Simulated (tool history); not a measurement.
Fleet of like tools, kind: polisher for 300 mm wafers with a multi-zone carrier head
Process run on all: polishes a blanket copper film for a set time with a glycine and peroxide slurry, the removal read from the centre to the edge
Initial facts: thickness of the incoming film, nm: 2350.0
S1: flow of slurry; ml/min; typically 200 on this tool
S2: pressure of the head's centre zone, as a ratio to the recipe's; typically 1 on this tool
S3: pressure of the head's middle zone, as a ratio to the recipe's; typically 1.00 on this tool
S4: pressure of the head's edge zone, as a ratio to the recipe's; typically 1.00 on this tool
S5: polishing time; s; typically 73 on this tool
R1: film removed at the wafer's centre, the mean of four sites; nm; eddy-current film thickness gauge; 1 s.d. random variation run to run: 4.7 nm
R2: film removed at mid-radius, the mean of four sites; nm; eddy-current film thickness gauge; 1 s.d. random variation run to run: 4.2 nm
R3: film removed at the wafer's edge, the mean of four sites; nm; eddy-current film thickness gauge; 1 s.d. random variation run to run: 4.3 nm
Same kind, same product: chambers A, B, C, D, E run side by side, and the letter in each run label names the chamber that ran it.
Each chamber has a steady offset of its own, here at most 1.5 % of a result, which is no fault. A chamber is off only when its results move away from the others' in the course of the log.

run,day,S1,S2,S3,S4,S5,R1,R2,R3
1A,0.183,200,1,1.00,1.00,73,480.53,482.42,473.67
2B,0.333,200,1,1.00,1.00,73,479.00,471.65,480.78
3D,0.450,200,1,1.00,1.00,73,471.87,476.70,477.76
4E,0.654,200,1,1.00,1.00,73,481.03,483.02,480.36
5C,0.758,200,1,1.00,1.00,73,478.29,484.17,488.96
6E,0.962,200,1,1.00,1.00,73,479.43,490.72,481.01
7C,1.079,200,1,1.00,1.00,73,493.79,487.97,487.82
8B,1.279,200,1,1.00,1.00,73,480.99,477.49,475.19
9D,1.475,200,1,1.00,1.00,73,477.42,482.92,479.51
# day 1.554: chamber E: worn pad replaced by a new one
10A,1.571,200,1,1.00,1.00,73,479.60,485.03,476.42
11C,1.754,200,1,1.00,1.00,73,482.09,481.63,482.85
12A,1.950,200,1,1.00,1.00,73,480.07,483.06,474.38
13D,2.050,200,1,1.00,1.00,73,486.07,472.22,482.79
14E,2.146,200,1,1.08,1.00,51,338.81,368.46,331.84
# day 2.200: chamber C: centre zone pressure recalibrated
15B,2.300,200,1,1.08,1.00,51,320.35,355.01,325.48
# day 2.408: chamber A: worn pad replaced by a new one
16D,2.462,200,1,1.08,1.00,51,337.90,363.30,331.80
# day 2.550: chamber C: worn pad replaced by a new one
17E,2.642,200,1,1.08,1.00,51,335.48,363.50,336.56
18C,2.792,200,1,1.08,1.00,51,343.08,355.23,331.35
19A,2.900,200,1,1.00,1.00,73,473.67,484.64,476.49
20B,3.058,200,1,1.00,1.00,73,460.03,457.77,452.50
21D,3.271,200,1,1.00,1.00,73,489.79,480.17,482.18
22E,3.475,200,1,1.00,1.00,73,481.74,481.99,477.37
23C,3.575,200,1,1.00,1.00,73,492.08,484.98,482.49
24B,3.788,200,1,1.00,1.00,73,436.17,443.20,443.54
25A,3.933,200,1,1.00,1.00,73,486.97,490.11,480.63
26C,4.133,200,1,1.00,1.00,73,482.59,480.27,484.95
# day 4.271: chamber A: slurry nozzle cleaned
27D,4.312,200,1,1.00,1.00,73,471.65,483.40,485.63
28E,4.504,200,1,1.00,1.00,73,477.17,493.20,483.99
# day 4.642: chamber E: slurry nozzle cleaned
29A,4.696,200,1,1.00,1.00,73,475.20,482.59,479.34
30B,4.871,200,1,1.00,1.00,73,429.36,428.58,434.90
31E,5.058,200,1,1.00,1.00,73,481.35,481.67,486.37
32C,5.167,200,1,1.00,1.00,73,494.73,483.08,473.79
33B,5.338,200,1,1.00,0.96,53,302.86,303.11,301.51

Does one chamber stand apart from the rest, does the shared gauge drift, or is all well apart from small per-chamber offsets? Give the chamber and the most likely cause, where there is one.

Chamber B drifts away from the others.
Most likely cause: removal rate lost through wear of the pad, % = 12.3.

Here are 4 candidates for chamber B's next run, each the usual settings with a change, their results left as question marks. Which one brings its results back in line with what the others give on the usual settings?
In line means no further than this from the other chambers' mean on the usual settings: R1 16.00 nm; R2 15.00 nm; R3 15.00 nm
34B-1,5.492,195,0.98,0.99,1.00,58,?,?,?
34B-2,5.492,205,1.00,1.01,1.00,83,?,?,?
34B-3,5.492,205,1.02,1.01,1.00,92,?,?,?
34B-4,5.492,195,0.99,1.00,1.00,64,?,?,?

Average result of the remaining chambers running the usual settings: R1 480.32 nm; R2 481.61 nm; R3 480.40 nm
run,R1,R2,R3
34B-1,322.81,328.33,334.85
34B-2,476.46,482.13,481.69
34B-3,539.86,534.35,533.92
34B-4,360.28,365.65,369.44
34B-2 brings the chamber back in line.

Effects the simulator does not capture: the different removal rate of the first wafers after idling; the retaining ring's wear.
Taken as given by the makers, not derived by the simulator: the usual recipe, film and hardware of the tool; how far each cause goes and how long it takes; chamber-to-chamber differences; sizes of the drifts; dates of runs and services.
